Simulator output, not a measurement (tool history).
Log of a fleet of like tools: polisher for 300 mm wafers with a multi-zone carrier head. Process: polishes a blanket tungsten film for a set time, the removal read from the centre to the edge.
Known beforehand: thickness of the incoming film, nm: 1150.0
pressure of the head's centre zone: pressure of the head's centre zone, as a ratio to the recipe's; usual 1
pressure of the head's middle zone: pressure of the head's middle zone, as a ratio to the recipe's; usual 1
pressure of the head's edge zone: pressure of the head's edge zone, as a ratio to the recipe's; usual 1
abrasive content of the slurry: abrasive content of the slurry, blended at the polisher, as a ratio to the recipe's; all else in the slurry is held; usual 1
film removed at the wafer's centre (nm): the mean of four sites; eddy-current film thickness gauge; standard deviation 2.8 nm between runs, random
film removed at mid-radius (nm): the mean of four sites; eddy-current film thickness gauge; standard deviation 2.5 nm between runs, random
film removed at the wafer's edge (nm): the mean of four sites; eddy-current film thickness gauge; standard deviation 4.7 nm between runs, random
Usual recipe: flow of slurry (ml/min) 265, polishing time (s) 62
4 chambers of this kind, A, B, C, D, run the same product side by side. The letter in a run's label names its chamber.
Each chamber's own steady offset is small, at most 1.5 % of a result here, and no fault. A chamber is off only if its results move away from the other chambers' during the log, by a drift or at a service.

run,hour,flow of slurry (ml/min),pressure of the head's centre zone,pressure of the head's middle zone,pressure of the head's edge zone,abrasive content of the slurry,polishing time (s),wafers polished on this pad,hours since the slurry nozzle was cleaned,hours since the centre zone pressure was calibrated,hours since the edge zone pressure was calibrated,film removed at the wafer's centre (nm),film removed at mid-radius (nm),film removed at the wafer's edge (nm)
# hour 0.7: chamber B: worn pad replaced by a new one
1D,5.4,265,1,1,1,1,62,482,483.1,100.3,45.5,414.74,408.48,408.56
2A,9.9,265,1,1,1,1,62,1015,233.1,43.8,479.7,407.34,410.13,410.69
3C,16.6,265,1,1,1,1,62,205,49.5,175.9,196.7,414.06,421.2,412.37
# hour 21.1: chamber A: worn pad replaced by a new one
4B,22.1,265,1,1,1,1,62,183,604,395.6,1001.7,413.86,417.89,413.66
5D,26,265,1,1,1,1,62,659,503.7,120.9,66.1,412.55,414.16,399.74
6C,32.6,265,1,1,1,1,62,342,65.5,191.9,212.7,417.26,419.32,412.27
7B,36.6,265,1,1,1,1,62,308,618.5,410.1,1016.2,405.07,413.02,418.06
8A,41.9,265,1,1,1,1,62,178,265.1,75.8,511.7,415.51,406.65,412.94
9C,49.2,265,1,1,1,1,62,484,82.1,208.5,229.3,416.76,418.65,420.09
10D,54.8,265,1,1,1,1,62,906,532.5,149.7,94.9,410.74,411.47,403.92
11A,60.7,265,1,1,1,1,62,339,283.9,94.6,530.5,408.78,411.7,411.98
# hour 60.8: chamber D: worn pad replaced by a new one
12B,66.8,265,1,1,1,1,62,567,648.7,440.3,1046.4,413.06,413.34,412.91
# hour 72.4: chamber C: worn pad replaced by a new one
13B,73.2,265,1,1,1,1,62,622,655.1,446.7,1052.8,409,412.5,419.59
14C,78,265,1,1,1,1,62,48,110.9,237.3,258.1,414.98,417.4,415.52
15D,81.7,265,1,1,1,1,62,179,559.4,176.6,121.8,421.33,407.6,414.92
16A,87,265,1,1,1,1,62,565,310.2,120.9,556.8,415,412.63,414.04
17B,90.4,265,1,1,1,1,62,769,672.3,463.9,1070,406.84,408.73,414.55
18D,97.4,265,1,1,1,1,62,314,575.1,192.3,137.5,416.34,409.52,409.74
19A,101.2,265,1,1,1,1,62,687,324.4,135.1,571,413.8,409.08,413.17
20C,107.5,265,1,1,1,1,62,301,140.4,266.8,287.6,415.54,418.17,410.13
21A,113.9,265,1,1,1,1,62,796,337.1,147.8,583.7,413.43,407.14,416.53
22D,119.5,265,1,1,1,1,62,504,597.2,214.4,159.6,427.11,413.49,413.07
23B,123.5,265,1,1,1,1,62,1053,705.4,497,1103.1,409.86,410.86,403.8
# hour 126.6: chamber B: worn pad replaced by a new one
24C,127,265,1,1,1,1,62,468,159.9,286.3,307.1,409.38,419.31,411.29
25C,133.3,265,1,1,1,1,62,522,166.2,292.6,313.4,411.37,417.34,411.45
26D,136.6,265,1,1,1,0.75,49,650,614.3,231.5,176.7,322.46,303.87,293.22
27A,142.8,265,1,1,1,0.75,49,1043,366,176.7,612.6,301.96,303.61,307.13
28B,146.7,265,1,1,1,0.75,49,172,728.6,520.2,1126.3,304.7,306.32,305.19
# hour 148.1: chamber A: worn pad replaced by a new one
# hour 152.7: chamber D: slurry nozzle cleaned
29A,152.7,265,1,1,1,0.75,49,40,375.9,186.6,622.5,302.58,305.95,305.04
# hour 153.7: chamber C: worn pad replaced by a new one
30C,156.1,265,1,1,1,1,62,21,189,315.4,336.2,417.98,417.71,414.15
31D,161.6,265,1,1,1,1,62,865,9,256.5,201.7,434.46,411.06,410.91
32B,166,265,1,1,1,1,62,338,747.9,539.5,1145.6,409.64,411.42,410.91
33D,169.7,265,1,1,1,1,62,934,17.1,264.6,209.8,438.43,410.09,401.32
34A,175.8,265,1,1,1,1,62,238,399,209.7,645.6,411.08,410.99,403.08
35C,180.9,265,1,1,1,1,62,234,213.8,340.2,361,414.53,422.04,410.41
# hour 183.1: chamber B: slurry nozzle cleaned
36B,184.8,265,1,1,1,1,62,499,1.8,558.3,1164.4,412.77,411.85,414.06

Read the log: is a single chamber off, either drifting away or since a service, is the gauge that measures every chamber drifting, or is nothing wrong beyond small per-chamber offsets? Name any odd chamber and what most likely caused it.

Chamber D drifts away from the others.
Likeliest cause: centre zone's pressure above its setpoint, % = 6.53.

Below are 4 candidate recipes for chamber D's next run, each the usual settings with a change, their results shown as question marks. Which of them brings D's results back in line with what the other chambers give on the usual settings?
Counts as in line when no further than this from what the other chambers average on the usual settings: film removed at the wafer's centre (nm) 9.7; film removed at mid-radius (nm) 8.8; film removed at the wafer's edge (nm) 17
37D-1,190.2,270,1.1,0.98,0.96,1,63,,,,,?,?,?
37D-2,190.2,260,0.9,1.01,1.04,1,62,,,,,?,?,?
37D-3,190.2,260,0.94,1.01,1.02,1,62,,,,,?,?,?
37D-4,190.2,270,1.06,0.99,0.98,1,62,,,,,?,?,?

Other chambers, usual settings, mean: film removed at the wafer's centre (nm) 412.42; film removed at mid-radius (nm) 413.61; film removed at the wafer's edge (nm) 412.4
run,film removed at the wafer's centre (nm),film removed at mid-radius (nm),film removed at the wafer's edge (nm)
37D-1,501.11,413.35,406.19
37D-2,393.26,416.98,415.35
37D-3,412.81,416.89,411.1
37D-4,473.56,410.7,403.97
37D-3 is the one that brings the chamber's results back in line with the other chambers.
